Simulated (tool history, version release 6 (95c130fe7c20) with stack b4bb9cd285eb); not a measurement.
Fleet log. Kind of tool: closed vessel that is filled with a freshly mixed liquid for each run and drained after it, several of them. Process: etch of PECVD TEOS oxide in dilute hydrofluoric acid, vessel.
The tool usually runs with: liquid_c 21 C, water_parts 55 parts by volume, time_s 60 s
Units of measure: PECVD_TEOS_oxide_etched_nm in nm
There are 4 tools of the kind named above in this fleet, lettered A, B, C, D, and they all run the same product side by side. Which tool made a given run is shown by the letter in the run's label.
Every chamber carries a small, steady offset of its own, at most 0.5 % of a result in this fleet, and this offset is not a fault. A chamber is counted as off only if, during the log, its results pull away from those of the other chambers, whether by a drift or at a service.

run	hour	liquid_c	water_parts	time_s	hours since the thermometer was replaced	hours since the hydrofluoric acid flow meter was replaced	read-back film thickness of the PECVD TEOS oxide reference wafer, read on the same gauge (nm)	PECVD_TEOS_oxide_etched_nm
1D	3.8	21	55	60	620.9	1706.0	150.01	10.4020
2C	10.8	21	55	60	172.0	2260.9	149.96	10.4230
3A	18.6	21	55	60	589.0	648.1	149.97	10.2310
4B	25.7	21	55	60	808.8	395.1	150.02	10.2450
5B	32.6	21	55	60	815.7	402.0	150.04	10.2580
6C	38.3	21	55	60	199.5	2288.4	149.99	10.2730
7A	42.0	21	55	60	612.4	671.5	150.00	10.3820
8D	50.2	21	55	60	667.3	1752.4	150.02	10.4280
9D	54.8	21	55	60	671.9	1757.0	150.00	10.3820
10B	60.3	21	55	60	843.4	429.7	149.99	10.2230
11A	66.6	21	55	50	637.0	696.1	149.98	8.5932
12C	73.2	21	55	50	234.4	2323.3	150.01	8.7382
13C	77.8	21	55	50	239.0	2327.9	150.01	8.6135
14D	84.2	21	55	50	701.3	1786.4	150.00	8.7155
15A	90.5	21	55	60	660.9	720.0	149.96	10.4010
16B	94.2	21	55	60	877.3	463.6	149.99	10.0750
17D	97.9	18	55	60	715.0	1800.1	150.01	8.9826
18C	104.5	18	55	60	265.7	2354.6	150.01	9.1486
19A	112.4	18	55	60	682.8	741.9	149.96	9.3039
20B	116.5	18	55	60	899.6	485.9	150.01	9.0501
21A	120.3	21	55	60	690.7	749.8	149.97	10.5780
22D	125.5	21	55	60	742.6	1827.7	149.99	10.4930
23B	132.4	21	55	60	915.5	501.8	150.00	10.2410
24C	138.4	21	55	60	299.6	2388.5	150.01	10.6230
25C	143.3	21	55	60	304.5	2393.4	150.00	10.3720
26A	149.4	21	55	60	719.8	778.9	149.98	10.4530
27D	154.7	25	55	30	771.8	1856.9	149.99	6.1833
28B	162.6	25	55	30	945.7	532.0	150.02	6.0472
29D	167.7	25	55	30	784.8	1869.9	149.99	6.1176
30B	172.9	25	55	30	956.0	542.3	150.04	5.9475
31A	176.7	21	55	60	747.1	806.2	150.04	10.9390
32C	181.0	21	55	60	342.2	2431.1	149.94	10.2360
33D	186.7	21	55	60	803.8	1888.9	150.00	10.3770
34A	192.9	21	35	80	763.3	822.4	149.97	23.2120
35B	200.1	21	35	80	983.2	569.5	150.02	22.5960
36C	204.9	21	35	80	366.1	2455.0	150.04	21.8550
# hour 205.9: chamber C: hydrofluoric acid flow meter replaced
37C	212.8	21	35	80	374.0	7.0	149.99	22.0770
38B	218.2	21	55	60	1001.3	587.6	150.01	10.1030
39D	222.6	21	55	60	839.7	1924.8	149.97	10.3270
40A	227.5	21	85	90	797.9	857.0	149.99	10.2290
41B	232.9	21	85	90	1016.0	602.3	149.97	9.7097

Each of the 4 chambers runs these same settings next. Fill in every chamber's results:
42A	238.8	21	55	30				?
42B	238.8	21	55	30				?
42C	238.8	21	55	30				?
42D	238.8	21	55	30				?

run	PECVD_TEOS_oxide_etched_nm
42A	5.4321
42B	5.0547
42C	5.1496
42D	5.2438
